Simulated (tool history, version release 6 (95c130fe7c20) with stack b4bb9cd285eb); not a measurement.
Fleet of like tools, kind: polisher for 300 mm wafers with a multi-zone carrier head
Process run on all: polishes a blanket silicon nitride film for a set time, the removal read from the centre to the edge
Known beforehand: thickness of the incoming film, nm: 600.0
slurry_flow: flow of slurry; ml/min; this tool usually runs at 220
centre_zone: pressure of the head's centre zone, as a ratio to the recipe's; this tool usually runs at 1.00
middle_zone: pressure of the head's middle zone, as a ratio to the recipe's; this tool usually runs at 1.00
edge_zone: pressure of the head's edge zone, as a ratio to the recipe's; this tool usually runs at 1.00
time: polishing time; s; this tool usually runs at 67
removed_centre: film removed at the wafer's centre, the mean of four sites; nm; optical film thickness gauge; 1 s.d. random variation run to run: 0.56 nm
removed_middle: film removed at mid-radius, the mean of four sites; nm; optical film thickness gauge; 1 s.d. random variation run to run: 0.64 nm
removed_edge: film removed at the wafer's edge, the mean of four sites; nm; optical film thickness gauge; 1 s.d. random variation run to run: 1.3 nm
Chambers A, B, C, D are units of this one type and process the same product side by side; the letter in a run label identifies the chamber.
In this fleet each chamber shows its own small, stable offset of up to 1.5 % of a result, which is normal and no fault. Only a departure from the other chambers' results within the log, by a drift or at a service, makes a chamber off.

run,hour,slurry_flow,centre_zone,middle_zone,edge_zone,time,wafers polished on this pad,hours since the slurry nozzle was cleaned,hours since the centre zone pressure was calibrated,hours since the edge zone pressure was calibrated,removed_centre,removed_middle,removed_edge
# hour 4.5: chamber D: centre zone pressure recalibrated
1D,12.1,220,1.00,1.00,1.00,67,359,273.5,7.7,933.3,91.538,89.717,89.201
2A,17.7,220,1.00,1.00,1.00,67,1359,124.4,592.8,175.8,90.278,90.913,90.703
3C,29.9,220,1.00,1.00,1.00,67,602,479.3,375.5,434.2,90.276,90.415,90.357
# hour 39.2: chamber D: worn pad replaced by a new one
4B,40.8,220,1.00,1.00,1.00,67,381,90.6,714.4,1362.7,89.984,89.647,91.794
# hour 44.5: chamber A: worn pad replaced by a new one
5D,46.4,220,1.00,1.00,1.00,67,66,307.8,42.0,967.6,91.083,89.747,91.325
# hour 52.0: chamber C: edge zone pressure recalibrated
6A,55.9,220,1.00,1.00,1.00,67,104,162.6,631.0,214.0,90.546,91.426,90.666
7C,66.7,220,1.00,1.00,1.00,67,940,516.1,412.3,14.8,89.794,89.588,89.909
# hour 66.8: chamber B: centre zone pressure recalibrated
# hour 74.5: chamber A: centre zone pressure recalibrated
8B,76.9,220,1.00,1.00,1.00,67,713,126.7,10.1,1398.8,89.638,90.612,88.526
9D,88.5,220,1.00,1.00,1.00,67,453,349.9,84.1,1009.7,92.422,90.919,87.793
10B,97.0,220,1.00,1.12,0.95,67,898,146.8,30.2,1418.9,89.849,100.530,85.142
# hour 102.2: chamber B: worn pad replaced by a new one
# hour 104.9: chamber D: worn pad replaced by a new one
11C,105.1,220,1.00,1.12,0.95,67,1293,554.5,450.7,53.2,89.978,97.556,86.876
12A,112.0,220,1.00,1.12,0.95,67,620,218.7,37.5,270.1,88.921,100.130,88.542
# hour 116.4: chamber D: slurry nozzle cleaned
# hour 117.2: chamber D: edge zone pressure recalibrated
13D,117.7,220,1.00,1.12,0.95,67,118,1.4,113.3,0.6,91.933,100.740,87.160
14A,126.6,220,1.00,1.00,1.00,67,755,233.3,52.1,284.7,90.417,89.866,92.864
15B,136.1,195,1.00,1.00,1.00,81,312,185.9,69.3,1458.0,106.900,107.580,106.980
16C,143.9,195,1.00,1.00,1.00,81,1650,593.3,489.5,92.0,104.110,104.300,106.590
# hour 146.1: chamber A: edge zone pressure recalibrated
17A,154.6,195,1.00,1.00,1.00,81,1012,261.3,80.1,8.6,107.050,108.580,108.140
# hour 157.7: chamber D: worn pad replaced by a new one
18B,163.5,195,1.00,1.00,1.00,81,564,213.3,96.7,1485.4,107.120,108.610,107.680
19D,169.9,220,1.00,1.00,1.00,67,112,53.6,165.5,52.8,91.260,90.462,86.747
20C,180.8,220,1.00,1.00,1.00,67,1989,630.2,526.4,128.9,86.966,87.151,86.202
21A,189.6,220,1.00,1.00,1.00,67,1334,296.3,115.1,43.6,89.381,91.407,93.422
# hour 192.2: chamber A: worn pad replaced by a new one
22B,200.1,220,1.00,1.00,1.00,67,900,249.9,133.3,1522.0,90.403,90.273,90.298
# hour 201.6: chamber B: worn pad replaced by a new one
23C,209.5,220,1.00,0.92,1.00,47,2253,658.9,555.1,157.6,61.109,55.703,61.534
# hour 211.5: chamber D: worn pad replaced by a new one
24D,216.0,220,1.00,0.92,1.00,47,41,99.7,211.6,98.9,63.656,57.928,61.934
25D,225.6,220,1.00,0.92,1.00,47,130,109.3,221.2,108.5,63.758,58.698,62.373
26A,233.8,220,1.00,0.92,1.00,47,383,340.5,159.3,87.8,63.053,58.546,64.749
27B,245.3,220,1.00,1.00,1.00,67,402,295.1,178.5,1567.2,89.857,90.281,93.064
28C,252.1,220,1.00,1.00,1.00,67,2645,701.5,597.7,200.2,84.892,85.605,82.127
# hour 254.0: chamber C: slurry nozzle cleaned
29A,263.4,220,0.91,1.00,0.92,67,655,370.1,188.9,117.4,80.725,91.551,87.465
30B,272.0,220,0.91,1.00,0.92,67,648,321.8,205.2,1593.9,80.984,90.619,85.777
31C,278.3,220,0.91,1.00,0.92,67,2886,24.3,623.9,226.4,75.856,84.765,81.262

The same settings go to every chamber for the next run, one line per chamber below. Forecast the results for each:
32A,287.0,220,1.00,1.00,1.00,67,,,,,?,?,?
32B,287.0,220,1.00,1.00,1.00,67,,,,,?,?,?
32C,287.0,220,1.00,1.00,1.00,67,,,,,?,?,?
32D,287.0,220,1.00,1.00,1.00,67,,,,,?,?,?

run,removed_centre,removed_middle,removed_edge
32A,89.176,89.664,89.469
32B,90.393,90.330,90.988
32C,84.458,84.394,84.843
32D,91.327,89.723,89.922
